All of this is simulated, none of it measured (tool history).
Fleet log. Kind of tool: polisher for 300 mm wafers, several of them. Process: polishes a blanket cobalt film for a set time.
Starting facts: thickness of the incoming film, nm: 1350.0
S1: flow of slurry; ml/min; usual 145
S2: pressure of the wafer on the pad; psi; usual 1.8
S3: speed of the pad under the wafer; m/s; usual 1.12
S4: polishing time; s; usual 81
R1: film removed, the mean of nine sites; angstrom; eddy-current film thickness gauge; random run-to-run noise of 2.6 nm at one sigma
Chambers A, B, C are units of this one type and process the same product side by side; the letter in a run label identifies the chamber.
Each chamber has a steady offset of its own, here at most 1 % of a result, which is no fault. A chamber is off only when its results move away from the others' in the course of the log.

{"hour": 1.0, "done": "chamber A: worn pad replaced by a new one"}
{"hour": 2.1, "done": "chamber B: worn pad replaced by a new one"}
{"hour": 7.7, "done": "chamber C: worn pad replaced by a new one"}
{"run": "1A", "hour": 14.0, "S1": 145, "S2": 1.8, "S3": 1.12, "S4": 81, "R1": 3551.1}
{"run": "2C", "hour": 21.7, "S1": 145, "S2": 1.8, "S3": 1.12, "S4": 81, "R1": 3542.1}
{"run": "3B", "hour": 35.1, "S1": 145, "S2": 1.8, "S3": 1.12, "S4": 81, "R1": 3496.6}
{"hour": 40.8, "done": "chamber A: slurry nozzle cleaned"}
{"hour": 41.7, "done": "chamber B: head pressure recalibrated"}
{"run": "4C", "hour": 45.7, "S1": 145, "S2": 1.8, "S3": 1.12, "S4": 81, "R1": 3595.6}
{"run": "5B", "hour": 55.2, "S1": 145, "S2": 1.8, "S3": 1.12, "S4": 81, "R1": 3589.5}
{"run": "6A", "hour": 68.6, "S1": 145, "S2": 1.8, "S3": 1.12, "S4": 81, "R1": 3502.8}
{"run": "7B", "hour": 80.7, "S1": 145, "S2": 1.8, "S3": 1.12, "S4": 81, "R1": 3579.9}
{"hour": 86.5, "done": "chamber C: worn pad replaced by a new one"}
{"run": "8C", "hour": 90.1, "S1": 145, "S2": 1.8, "S3": 1.12, "S4": 81, "R1": 3587.2}
{"hour": 100.3, "done": "chamber A: worn pad replaced by a new one"}
{"run": "9A", "hour": 101.9, "S1": 145, "S2": 1.8, "S3": 1.12, "S4": 81, "R1": 3521.8}
{"hour": 110.0, "done": "chamber B: slurry nozzle cleaned"}
{"run": "10A", "hour": 115.2, "S1": 145, "S2": 1.8, "S3": 1.12, "S4": 81, "R1": 3548.1}
{"run": "11C", "hour": 126.0, "S1": 145, "S2": 1.8, "S3": 1.12, "S4": 81, "R1": 3627}
{"hour": 138.6, "done": "chamber B: worn pad replaced by a new one"}
{"run": "12B", "hour": 138.8, "S1": 145, "S2": 1.8, "S3": 1.12, "S4": 81, "R1": 3540.6}
{"run": "13B", "hour": 150.2, "S1": 145, "S2": 1.8, "S3": 1.12, "S4": 81, "R1": 3524.6}
{"hour": 154.5, "done": "chamber C: worn pad replaced by a new one"}
{"run": "14A", "hour": 157.8, "S1": 145, "S2": 1.8, "S3": 1.12, "S4": 81, "R1": 3509.7}
{"run": "15C", "hour": 164.6, "S1": 145, "S2": 1.8, "S3": 1.12, "S4": 81, "R1": 3519.8}
{"run": "16B", "hour": 176.5, "S1": 145, "S2": 1.8, "S3": 1.12, "S4": 81, "R1": 3553}
{"run": "17C", "hour": 184.3, "S1": 145, "S2": 1.8, "S3": 1.12, "S4": 81, "R1": 3563.1}
{"hour": 196.8, "done": "chamber A: worn pad replaced by a new one"}
{"run": "18A", "hour": 197.9, "S1": 145, "S2": 1.8, "S3": 1.12, "S4": 81, "R1": 3595.9}
{"run": "19C", "hour": 212.5, "S1": 145, "S2": 1.8, "S3": 1.12, "S4": 81, "R1": 3523.3}
{"hour": 215.7, "done": "chamber C: worn pad replaced by a new one"}
{"run": "20B", "hour": 219.5, "S1": 145, "S2": 1.8, "S3": 1.12, "S4": 81, "R1": 3566.5}
{"run": "21A", "hour": 227.1, "S1": 145, "S2": 1.8, "S3": 1.12, "S4": 81, "R1": 3576.6}
{"run": "22A", "hour": 233.8, "S1": 145, "S2": 1.8, "S3": 1.12, "S4": 81, "R1": 3543.6}
{"run": "23C", "hour": 248.3, "S1": 145, "S2": 1.8, "S3": 1.12, "S4": 81, "R1": 3415.9}
{"run": "24B", "hour": 255.7, "S1": 145, "S2": 1.8, "S3": 1.12, "S4": 81, "R1": 3584.3}
{"run": "25C", "hour": 268.1, "S1": 145, "S2": 1.8, "S3": 1.12, "S4": 81, "R1": 3368.2}
{"hour": 272.9, "done": "chamber B: worn pad replaced by a new one"}
{"hour": 278.1, "done": "chamber C: worn pad replaced by a new one"}
{"run": "26B", "hour": 279.9, "S1": 145, "S2": 1.8, "S3": 0.98, "S4": 103, "R1": 3919.8}
{"run": "27A", "hour": 287.3, "S1": 145, "S2": 1.8, "S3": 0.98, "S4": 103, "R1": 3887.3}
{"hour": 290.6, "done": "chamber A: worn pad replaced by a new one"}
{"run": "28C", "hour": 297.2, "S1": 145, "S2": 1.8, "S3": 0.98, "S4": 103, "R1": 3657.9}
{"run": "29A", "hour": 308.2, "S1": 145, "S2": 1.8, "S3": 1.12, "S4": 81, "R1": 3523.2}
{"run": "30B", "hour": 316.0, "S1": 145, "S2": 1.8, "S3": 1.12, "S4": 81, "R1": 3545.7}
{"run": "31C", "hour": 328.1, "S1": 145, "S2": 1.8, "S3": 1.12, "S4": 81, "R1": 3222.5}

The same settings go to every chamber for the next run, one line per chamber below. Forecast the results for each:
{"run": "32A", "hour": 338.8, "S1": 145, "S2": 1.8, "S3": 1.12, "S4": 105, "R1": "?"}
{"run": "32B", "hour": 338.8, "S1": 145, "S2": 1.8, "S3": 1.12, "S4": 105, "R1": "?"}
{"run": "32C", "hour": 338.8, "S1": 145, "S2": 1.8, "S3": 1.12, "S4": 105, "R1": "?"}

run=32A R1=4611.4
run=32B R1=4577.4
run=32C R1=4111

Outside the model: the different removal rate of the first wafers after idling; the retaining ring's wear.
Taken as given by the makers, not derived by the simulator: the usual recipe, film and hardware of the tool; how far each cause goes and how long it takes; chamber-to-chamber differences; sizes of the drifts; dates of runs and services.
